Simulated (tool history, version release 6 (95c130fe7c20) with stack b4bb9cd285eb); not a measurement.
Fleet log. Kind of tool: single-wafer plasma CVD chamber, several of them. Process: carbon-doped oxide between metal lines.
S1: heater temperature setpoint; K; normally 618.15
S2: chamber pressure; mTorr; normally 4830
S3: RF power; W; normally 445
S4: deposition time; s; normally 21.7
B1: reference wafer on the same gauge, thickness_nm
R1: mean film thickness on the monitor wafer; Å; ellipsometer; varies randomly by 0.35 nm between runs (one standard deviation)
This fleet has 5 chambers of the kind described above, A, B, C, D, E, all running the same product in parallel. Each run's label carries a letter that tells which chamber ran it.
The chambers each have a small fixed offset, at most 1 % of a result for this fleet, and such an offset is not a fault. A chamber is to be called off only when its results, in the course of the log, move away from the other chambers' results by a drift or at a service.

Run 1D, hour 10.2: usual settings; B1 107.95. Result: R1 1041.2 Å.
Run 2E, hour 22.1: usual settings; B1 108.1. Result: R1 1037.3 Å.
Run 3B, hour 34.6: usual settings; B1 108.01. Result: R1 1032.8 Å.
Run 4C, hour 45.9: usual settings; B1 107.93. Result: R1 1040.1 Å.
Run 5A, hour 59.2: usual settings; B1 107.94. Result: R1 1039.1 Å.
Run 6B, hour 68.3: usual settings; B1 107.97. Result: R1 1032.7 Å.
At hour 72.7: chamber E: RF generator calibrated.
Run 7A, hour 78.3: usual settings; B1 108. Result: R1 1048.3 Å.
Run 8C, hour 93.6: usual settings; B1 108.1. Result: R1 1040.4 Å.
Run 9E, hour 106.9: usual settings; B1 108. Result: R1 1044.4 Å.
Run 10D, hour 122.6: usual settings but S2 5240 mTorr, S3 375 W; B1 107.98. Result: R1 924.78 Å.
Run 11A, hour 136.9: usual settings but S2 5240 mTorr, S3 375 W; B1 107.97. Result: R1 926.08 Å.
Run 12C, hour 147.8: usual settings but S2 5240 mTorr, S3 375 W; B1 108.09. Result: R1 924.75 Å.
Run 13B, hour 154.9: usual settings but S2 5240 mTorr, S3 375 W; B1 107.94. Result: R1 920.64 Å.
Run 14D, hour 162.7: usual settings but S2 5240 mTorr, S3 375 W; B1 107.86. Result: R1 922.85 Å.
Run 15E, hour 176.4: usual settings; B1 107.94. Result: R1 1038 Å.
Run 16C, hour 190.2: usual settings; B1 107.9. Result: R1 1041.6 Å.
Run 17B, hour 200.1: usual settings; B1 108.02. Result: R1 1033.2 Å.
Run 18E, hour 215.8: usual settings; B1 107.94. Result: R1 1042.4 Å.
Run 19A, hour 227: usual settings; B1 107.98. Result: R1 1037.5 Å.
Run 20D, hour 241.2: usual settings; B1 108.05. Result: R1 1037.8 Å.
At hour 243.8: chamber C: thermocouple changed; heater temperature recalibrated.
Run 21C, hour 249.2: usual settings; B1 108.01. Result: R1 1037.8 Å.
Run 22E, hour 264.2: usual settings; B1 108. Result: R1 1041 Å.
Run 23D, hour 272.5: usual settings; B1 108.12. Result: R1 1029 Å.
Run 24A, hour 282.9: usual settings; B1 108.04. Result: R1 1028.6 Å.
Run 25B, hour 298.7: usual settings; B1 107.98. Result: R1 1031.3 Å.
Run 26C, hour 313.1: usual settings; B1 108.02. Result: R1 1042.7 Å.
Run 27A, hour 327: usual settings but S2 4410 mTorr, S3 475 W; B1 108.05. Result: R1 1066.3 Å.
Run 28E, hour 338.5: usual settings but S2 4410 mTorr, S3 475 W; B1 108.04. Result: R1 1070 Å.
Run 29D, hour 353.5: usual settings but S2 4410 mTorr, S3 475 W; B1 108.05. Result: R1 1067.7 Å.
Run 30B, hour 368.4: usual settings but S2 4410 mTorr, S3 475 W; B1 107.91. Result: R1 1063.7 Å.
Run 31C, hour 379.3: usual settings but S2 4410 mTorr, S3 475 W; B1 108.05. Result: R1 1074.8 Å.
Run 32B, hour 392.5: usual settings; B1 107.97. Result: R1 1032.2 Å.
Run 33A, hour 406.4: usual settings; B1 108. Result: R1 1023 Å.
Run 34D, hour 416.9: usual settings; B1 107.92. Result: R1 1031.3 Å.
Run 35E, hour 424.9: usual settings; B1 108.05. Result: R1 1040.9 Å.
Run 36B, hour 438.4: usual settings but S2 5760 mTorr; B1 107.89. Result: R1 1058.2 Å.
Run 37C, hour 446.5: usual settings but S2 5760 mTorr; B1 107.96. Result: R1 1073.2 Å.
Run 38D, hour 459.4: usual settings but S2 5760 mTorr; B1 108.04. Result: R1 1060.7 Å.

One chamber off, gauge drift, or nothing amiss beyond the chambers' own small offsets? If it is a chamber, which one, and what is the likeliest cause?

It is chamber A that slowly wanders off from its peers.
What lies behind it: delivered RF power below the setpoint (%) = 4.42.

Chamber A could run next with any of the 4 candidate recipes listed below; each alters the usual settings, and their results appear as question marks. Which one brings its results back in line with what the other chambers deliver on the usual settings?
Allowed miss from the other chambers' usual-settings mean, per result, to count as in line: R1 12 Å
Run 39A-1, hour 470.9: usual settings but S1 617.15 K, S4 22.9 s. Result: R1 ?.
Run 39A-2, hour 470.9: usual settings but S4 21 s. Result: R1 ?.
Run 39A-3, hour 470.9: usual settings but S2 4850 mTorr, S3 450 W, S4 22.1 s. Result: R1 ?.
Run 39A-4, hour 470.9: usual settings but S2 4790 mTorr, S3 435 W, S4 20.9 s. Result: R1 ?.

Mean of the other chambers on the usual settings: R1 1038 Å
  run      R1
39A-1  1063.9
39A-2  974.11
39A-3  1033.2
39A-4  952.58
The answer is 39A-3, which returns the chamber to within the allowed miss of the others.
